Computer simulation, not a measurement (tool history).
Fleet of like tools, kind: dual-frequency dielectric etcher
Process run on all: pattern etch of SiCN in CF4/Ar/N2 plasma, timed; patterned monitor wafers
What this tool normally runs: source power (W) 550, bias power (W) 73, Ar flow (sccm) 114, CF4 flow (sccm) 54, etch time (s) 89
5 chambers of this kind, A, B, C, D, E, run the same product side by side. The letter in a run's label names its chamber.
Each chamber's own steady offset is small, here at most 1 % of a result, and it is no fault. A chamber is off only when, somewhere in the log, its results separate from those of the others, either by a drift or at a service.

run,hour,source power (W),bias power (W),Ar flow (sccm),CF4 flow (sccm),etch time (s),"read-back reference wafer on the same gauge, depth_nm",mean etch depth across the wafer (Å)
1D,9.0,550,73,114,54,89,80.099,865.14
2C,14.5,550,73,114,54,89,80.049,868.29
3B,24.0,550,73,114,54,89,80.037,859.62
# hour 29.5: chamber C: Ar flow controller replaced
4E,29.6,550,73,114,54,89,80.028,863.85
5A,38.9,420,73,114,54,89,80.009,670.01
6C,44.5,420,73,114,54,89,80.026,685.00
7D,51.8,420,73,114,54,89,79.986,686.54
8E,60.3,420,73,114,54,89,79.986,681.07
9A,65.5,420,73,114,54,89,79.913,671.47
10B,74.7,550,73,114,54,89,79.949,858.06
11D,80.4,550,73,114,54,89,79.914,862.62
12A,87.6,550,73,114,54,89,79.916,855.24
13C,94.0,550,73,114,54,89,79.878,865.20
14E,100.2,550,73,114,54,89,79.895,861.67
15B,108.3,550,73,114,54,89,79.865,857.58
16C,114.4,550,73,114,54,89,79.861,862.68
17E,119.4,550,73,114,54,89,79.857,859.13
18A,125.5,550,73,114,54,89,79.808,850.69
19B,134.5,550,73,114,54,89,79.783,856.16
20D,140.0,550,73,114,54,89,79.794,863.03
21B,148.9,550,73,114,54,89,79.748,857.22
# hour 150.3: chamber E: wet clean of the chamber
# hour 154.7: chamber D: wet clean of the chamber
22A,157.6,550,73,114,54,89,79.734,850.85
23E,162.0,550,73,114,54,89,79.743,859.17
24D,170.3,550,73,114,54,89,79.733,862.23
25C,175.8,550,73,114,54,89,79.705,862.61
26D,182.3,680,73,136,54,89,79.696,1002.10
# hour 183.5: chamber E: bias power generator calibrated
27E,187.6,680,73,136,54,89,79.686,1004.10
28C,197.2,680,73,136,54,89,79.660,1007.80
29B,202.5,680,73,136,54,89,79.648,999.98
30A,209.7,680,73,136,54,89,79.655,995.07
31B,217.1,550,73,114,54,89,79.626,856.78
32C,221.8,550,73,114,54,89,79.595,861.21
# hour 225.6: chamber D: Ar flow controller replaced
33E,227.7,550,73,114,54,89,79.625,858.53
34D,237.2,550,73,114,54,89,79.581,860.48

Is one chamber out of step, is the gauge drifting, or do the chambers differ by no more than their own small offsets? For an off chamber, give its letter and the likeliest cause.

The shared gauge is drifting. All chambers look as if they move in step, but none is off.
Cause: gauge reads low (%) = 0.68.

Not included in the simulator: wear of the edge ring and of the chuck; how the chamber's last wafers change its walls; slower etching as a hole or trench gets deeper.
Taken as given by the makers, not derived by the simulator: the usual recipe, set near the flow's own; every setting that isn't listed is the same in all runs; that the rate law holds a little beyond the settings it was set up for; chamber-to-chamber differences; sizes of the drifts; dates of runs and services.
